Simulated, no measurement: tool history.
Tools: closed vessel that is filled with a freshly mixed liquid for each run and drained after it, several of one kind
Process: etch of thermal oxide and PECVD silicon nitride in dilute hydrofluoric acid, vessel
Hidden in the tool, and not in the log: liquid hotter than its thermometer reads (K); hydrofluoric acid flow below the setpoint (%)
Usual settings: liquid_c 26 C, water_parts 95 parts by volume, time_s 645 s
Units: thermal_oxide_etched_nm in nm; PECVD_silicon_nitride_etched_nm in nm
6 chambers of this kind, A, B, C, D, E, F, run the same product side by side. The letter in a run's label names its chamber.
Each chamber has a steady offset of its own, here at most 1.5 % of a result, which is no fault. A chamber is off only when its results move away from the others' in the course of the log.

run	hour	liquid_c	water_parts	time_s	hours since the thermometer was replaced	hours since the hydrofluoric acid flow meter was replaced	read-back film thickness of the thermal oxide reference wafer, read on the same gauge (nm)	read-back film thickness of the PECVD silicon nitride reference wafer, read on the same gauge (nm)	thermal_oxide_etched_nm	PECVD_silicon_nitride_etched_nm
1F	4.6	26	95	645	250.4	444	49.983	70.038	35.319	14.645
2E	8.4	26	95	645	1087.7	45.3	49.985	69.952	35.561	14.642
3B	14.7	26	95	645	1300.1	81	49.999	70.004	34.698	14.566
4C	19	26	95	645	918.5	164.1	50.011	69.973	35.574	14.841
5D	26.6	26	95	645	967.4	822.4	50.001	70.009	35.59	14.724
# hour 31.5: chamber C: thermometer replaced
6A	32.7	23.5	95	300	1323.9	307.9	49.987	70	14.83	5.6759
7B	39.6	23.5	95	300	1325	105.9	49.997	70.009	14.846	5.8202
8F	44.6	23.5	95	300	290.4	484	49.991	70.038	14.74	5.6917
9E	49	23.5	95	300	1128.3	85.9	49.989	70.029	14.618	5.8235
10C	55	23.5	95	300	23.5	200.1	49.998	69.989	14.688	5.8106
11D	62.4	23.5	95	300	1003.2	858.2	50.002	70.026	15.087	5.8366
# hour 69.1: chamber A: thermometer replaced
12A	69.9	26	95	645	0.9	345.1	49.98	70.039	35.44	14.472
13D	74.6	26	95	645	1015.4	870.4	49.974	69.974	35.761	14.706
14F	81.2	24.5	95	645	327	520.6	50.019	70.042	33.074	13.268
15A	86.9	24.5	95	645	17.9	362.1	49.995	69.938	33.352	13.149
16E	94.8	24.5	95	645	1174.1	131.7	50.001	69.952	32.379	13.327
17C	99.1	24.5	95	645	67.6	244.2	50	69.965	32.744	13.497
18B	103.4	24.5	95	645	1388.8	169.7	50.001	69.99	33.348	13.295
19D	109.7	24.5	95	645	1050.5	905.5	49.994	70.055	33.17	13.432
20F	117.3	26	95	645	363.1	556.7	50.002	70.003	35.204	14.378
21C	122.7	26	95	645	91.2	267.8	49.987	70.005	35.815	14.692
22E	126.9	26	55	645	1206.2	163.8	49.987	70.01	64.069	25.482
23B	132.6	26	55	645	1418	198.9	49.984	69.994	63.02	24.828
24A	136.6	26	55	645	67.6	411.8	49.996	70.045	65.293	25.001
25C	142.5	26	55	645	111	287.6	49.986	69.984	64.546	25.224
26D	146.8	26	55	645	1087.6	942.6	49.995	70.028	65.569	25.925
27E	150.5	26	55	645	1229.8	187.4	50.003	70.002	64.211	25.554
28A	155.8	26	95	645	86.8	431	50.016	69.998	35.458	14.5
29F	163.5	26	95	645	409.3	602.9	50.014	70.008	35.236	14.607
30B	167.8	26	95	645	1453.2	234.1	50.006	70.022	34.933	14.744
31C	173.1	26	95	645	141.6	318.2	49.993	69.963	35.878	14.852
32B	179.2	26	95	645	1464.6	245.5	49.978	70.073	35.171	14.687
33D	183.9	26	95	645	1124.7	979.7	49.988	70.009	35.503	14.577
34F	188.3	26	95	645	434.1	627.7	49.996	70.033	34.414	14.452
35A	192.1	26	95	645	123.1	467.3	49.987	69.975	35.432	14.698
36E	199.8	26	95	645	1279.1	236.7	49.987	69.999	34.959	14.57
37F	204.8	26	95	645	450.6	644.2	49.995	70.012	34.968	14.703
38A	208.8	26	95	645	139.8	484	49.995	69.975	35.506	14.492
39D	215.6	26	95	645	1156.4	1011.4	50.01	69.952	35.952	14.75

All 6 chambers run these settings next. Forecast each chamber's results:
40A	221.4	26	130	645					?	?
40B	221.4	26	130	645					?	?
40C	221.4	26	130	645					?	?
40D	221.4	26	130	645					?	?
40E	221.4	26	130	645					?	?
40F	221.4	26	130	645					?	?

run	thermal_oxide_etched_nm	PECVD_silicon_nitride_etched_nm
40A	24.744	10.759
40B	24.267	10.871
40C	24.645	10.864
40D	24.451	10.887
40E	24.548	10.78
40F	24.482	10.648
